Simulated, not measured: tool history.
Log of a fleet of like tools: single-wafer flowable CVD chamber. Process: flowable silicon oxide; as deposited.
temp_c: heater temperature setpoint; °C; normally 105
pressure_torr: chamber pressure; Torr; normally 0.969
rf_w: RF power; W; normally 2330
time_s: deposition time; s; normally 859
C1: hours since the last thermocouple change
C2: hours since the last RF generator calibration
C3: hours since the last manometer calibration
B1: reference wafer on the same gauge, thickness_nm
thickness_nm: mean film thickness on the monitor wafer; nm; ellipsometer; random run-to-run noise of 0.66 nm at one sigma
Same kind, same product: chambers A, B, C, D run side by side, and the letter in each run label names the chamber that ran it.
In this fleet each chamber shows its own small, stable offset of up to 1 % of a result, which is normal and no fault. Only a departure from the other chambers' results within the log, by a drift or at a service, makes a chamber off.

{"run": "1A", "hour": 5.9, "temp_c": 105, "pressure_torr": 0.969, "rf_w": 2330, "time_s": 859, "C1": 407.8, "C2": 552.3, "C3": 2191, "B1": 585.98, "thickness_nm": 579.49}
{"run": "2B", "hour": 10.7, "temp_c": 105, "pressure_torr": 0.969, "rf_w": 2330, "time_s": 859, "C1": 1531.9, "C2": 86.5, "C3": 1058.1, "B1": 586, "thickness_nm": 575.01}
{"run": "3D", "hour": 15.0, "temp_c": 105, "pressure_torr": 0.969, "rf_w": 2330, "time_s": 859, "C1": 2317.7, "C2": 747.4, "C3": 387.9, "B1": 585.85, "thickness_nm": 575.43}
{"run": "4C", "hour": 19.5, "temp_c": 105, "pressure_torr": 0.969, "rf_w": 2330, "time_s": 859, "C1": 682.7, "C2": 869.6, "C3": 1733.9, "B1": 585.68, "thickness_nm": 581.71}
{"run": "5B", "hour": 24.0, "temp_c": 92, "pressure_torr": 0.871, "rf_w": 2330, "time_s": 859, "C1": 1545.2, "C2": 99.8, "C3": 1071.4, "B1": 585.76, "thickness_nm": 784.35}
{"run": "6A", "hour": 29.9, "temp_c": 92, "pressure_torr": 0.871, "rf_w": 2330, "time_s": 859, "C1": 431.8, "C2": 576.3, "C3": 2215, "B1": 585.62, "thickness_nm": 781.08}
{"run": "7D", "hour": 35.1, "temp_c": 92, "pressure_torr": 0.871, "rf_w": 2330, "time_s": 859, "C1": 2337.8, "C2": 767.5, "C3": 408, "B1": 585.56, "thickness_nm": 779.91}
{"run": "8C", "hour": 40.6, "temp_c": 92, "pressure_torr": 0.871, "rf_w": 2330, "time_s": 859, "C1": 703.8, "C2": 890.7, "C3": 1755, "B1": 585.59, "thickness_nm": 791.84}
{"run": "9B", "hour": 44.5, "temp_c": 105, "pressure_torr": 0.969, "rf_w": 2330, "time_s": 859, "C1": 1565.7, "C2": 120.3, "C3": 1091.9, "B1": 585.34, "thickness_nm": 575.56}
{"hour": 49.6, "done": "chamber C: capacitance manometer re-zeroed and calibrated"}
{"run": "10A", "hour": 51.1, "temp_c": 105, "pressure_torr": 0.969, "rf_w": 2330, "time_s": 859, "C1": 453, "C2": 597.5, "C3": 2236.2, "B1": 585.33, "thickness_nm": 577.64}
{"run": "11D", "hour": 57.8, "temp_c": 105, "pressure_torr": 0.969, "rf_w": 2330, "time_s": 859, "C1": 2360.5, "C2": 790.2, "C3": 430.7, "B1": 585.1, "thickness_nm": 575.75}
{"run": "12C", "hour": 62.4, "temp_c": 105, "pressure_torr": 0.969, "rf_w": 2330, "time_s": 859, "C1": 725.6, "C2": 912.5, "C3": 12.9, "B1": 585.03, "thickness_nm": 581.82}
{"run": "13A", "hour": 66.6, "temp_c": 105, "pressure_torr": 0.969, "rf_w": 2330, "time_s": 859, "C1": 468.5, "C2": 613, "C3": 2251.7, "B1": 585.04, "thickness_nm": 578.14}
{"run": "14D", "hour": 72.9, "temp_c": 105, "pressure_torr": 0.969, "rf_w": 2330, "time_s": 859, "C1": 2375.6, "C2": 805.3, "C3": 445.8, "B1": 584.98, "thickness_nm": 576.95}
{"run": "15C", "hour": 76.2, "temp_c": 105, "pressure_torr": 0.969, "rf_w": 2330, "time_s": 859, "C1": 739.4, "C2": 926.3, "C3": 26.7, "B1": 585.05, "thickness_nm": 580.87}
{"hour": 77.6, "done": "chamber D: thermocouple changed; heater temperature recalibrated"}
{"run": "16B", "hour": 82.4, "temp_c": 105, "pressure_torr": 0.969, "rf_w": 1930, "time_s": 859, "C1": 1603.6, "C2": 158.2, "C3": 1129.8, "B1": 584.89, "thickness_nm": 555.98}
{"run": "17C", "hour": 85.7, "temp_c": 105, "pressure_torr": 0.969, "rf_w": 1930, "time_s": 859, "C1": 748.9, "C2": 935.8, "C3": 36.2, "B1": 584.76, "thickness_nm": 562.75}
{"run": "18A", "hour": 88.6, "temp_c": 105, "pressure_torr": 0.969, "rf_w": 1930, "time_s": 859, "C1": 490.5, "C2": 635, "C3": 2273.7, "B1": 584.68, "thickness_nm": 558.35}
{"run": "19B", "hour": 92.7, "temp_c": 105, "pressure_torr": 0.969, "rf_w": 1930, "time_s": 859, "C1": 1613.9, "C2": 168.5, "C3": 1140.1, "B1": 584.84, "thickness_nm": 556.95}
{"run": "20D", "hour": 95.8, "temp_c": 105, "pressure_torr": 0.969, "rf_w": 2330, "time_s": 859, "C1": 18.3, "C2": 828.2, "C3": 468.7, "B1": 584.57, "thickness_nm": 573.83}
{"run": "21A", "hour": 102.5, "temp_c": 105, "pressure_torr": 0.969, "rf_w": 2330, "time_s": 859, "C1": 504.4, "C2": 648.9, "C3": 2287.6, "B1": 584.44, "thickness_nm": 576.48}
{"run": "22C", "hour": 105.9, "temp_c": 105, "pressure_torr": 0.969, "rf_w": 2330, "time_s": 859, "C1": 769.1, "C2": 956, "C3": 56.4, "B1": 584.49, "thickness_nm": 581.22}
{"run": "23B", "hour": 110.6, "temp_c": 105, "pressure_torr": 0.969, "rf_w": 2330, "time_s": 859, "C1": 1631.8, "C2": 186.4, "C3": 1158, "B1": 584.36, "thickness_nm": 572.71}
{"run": "24D", "hour": 116.2, "temp_c": 105, "pressure_torr": 0.969, "rf_w": 2330, "time_s": 859, "C1": 38.7, "C2": 848.6, "C3": 489.1, "B1": 584.49, "thickness_nm": 574.57}
{"run": "25D", "hour": 123.0, "temp_c": 105, "pressure_torr": 0.969, "rf_w": 2330, "time_s": 859, "C1": 45.5, "C2": 855.4, "C3": 495.9, "B1": 584.35, "thickness_nm": 574.78}
{"run": "26C", "hour": 127.6, "temp_c": 105, "pressure_torr": 0.969, "rf_w": 2330, "time_s": 859, "C1": 790.8, "C2": 977.7, "C3": 78.1, "B1": 584.14, "thickness_nm": 581.55}
{"run": "27A", "hour": 131.1, "temp_c": 105, "pressure_torr": 0.969, "rf_w": 2330, "time_s": 859, "C1": 533, "C2": 677.5, "C3": 2316.2, "B1": 583.96, "thickness_nm": 575.61}
{"run": "28B", "hour": 135.8, "temp_c": 105, "pressure_torr": 0.969, "rf_w": 2330, "time_s": 859, "C1": 1657, "C2": 211.6, "C3": 1183.2, "B1": 583.93, "thickness_nm": 574.46}
{"run": "29A", "hour": 142.5, "temp_c": 105, "pressure_torr": 0.969, "rf_w": 2330, "time_s": 859, "C1": 544.4, "C2": 688.9, "C3": 2327.6, "B1": 583.85, "thickness_nm": 576.61}
{"run": "30B", "hour": 146.3, "temp_c": 105, "pressure_torr": 0.969, "rf_w": 2330, "time_s": 859, "C1": 1667.5, "C2": 222.1, "C3": 1193.7, "B1": 583.8, "thickness_nm": 572.95}
{"run": "31C", "hour": 152.6, "temp_c": 105, "pressure_torr": 0.969, "rf_w": 2330, "time_s": 859, "C1": 815.8, "C2": 1002.7, "C3": 103.1, "B1": 583.79, "thickness_nm": 580.81}
{"run": "32D", "hour": 156.1, "temp_c": 105, "pressure_torr": 0.969, "rf_w": 2330, "time_s": 859, "C1": 78.6, "C2": 888.5, "C3": 529, "B1": 583.61, "thickness_nm": 574.41}
{"run": "33D", "hour": 161.2, "temp_c": 105, "pressure_torr": 0.969, "rf_w": 2330, "time_s": 859, "C1": 83.7, "C2": 893.6, "C3": 534.1, "B1": 583.68, "thickness_nm": 576.1}
{"run": "34A", "hour": 167.5, "temp_c": 105, "pressure_torr": 0.969, "rf_w": 2330, "time_s": 859, "C1": 569.4, "C2": 713.9, "C3": 2352.6, "B1": 583.61, "thickness_nm": 576.67}
{"run": "35B", "hour": 170.6, "temp_c": 105, "pressure_torr": 0.969, "rf_w": 2330, "time_s": 859, "C1": 1691.8, "C2": 246.4, "C3": 1218, "B1": 583.4, "thickness_nm": 573.87}
{"run": "36C", "hour": 177.3, "temp_c": 105, "pressure_torr": 0.969, "rf_w": 2330, "time_s": 859, "C1": 840.5, "C2": 1027.4, "C3": 127.8, "B1": 583.6, "thickness_nm": 580.72}
{"run": "37D", "hour": 183.4, "temp_c": 105, "pressure_torr": 0.969, "rf_w": 2330, "time_s": 859, "C1": 105.9, "C2": 915.8, "C3": 556.3, "B1": 583.4, "thickness_nm": 574.46}
{"run": "38B", "hour": 186.5, "temp_c": 105, "pressure_torr": 0.969, "rf_w": 2330, "time_s": 859, "C1": 1707.7, "C2": 262.3, "C3": 1233.9, "B1": 583.21, "thickness_nm": 573.3}

The same settings go to every chamber for the next run, one line per chamber below. Forecast the results for each:
{"run": "39A", "hour": 191.4, "temp_c": 105, "pressure_torr": 0.969, "rf_w": 2330, "time_s": 859, "thickness_nm": "?"}
{"run": "39B", "hour": 191.4, "temp_c": 105, "pressure_torr": 0.969, "rf_w": 2330, "time_s": 859, "thickness_nm": "?"}
{"run": "39C", "hour": 191.4, "temp_c": 105, "pressure_torr": 0.969, "rf_w": 2330, "time_s": 859, "thickness_nm": "?"}
{"run": "39D", "hour": 191.4, "temp_c": 105, "pressure_torr": 0.969, "rf_w": 2330, "time_s": 859, "thickness_nm": "?"}

run=39A thickness_nm=575.05
run=39B thickness_nm=573.43
run=39C thickness_nm=580.25
run=39D thickness_nm=574.34
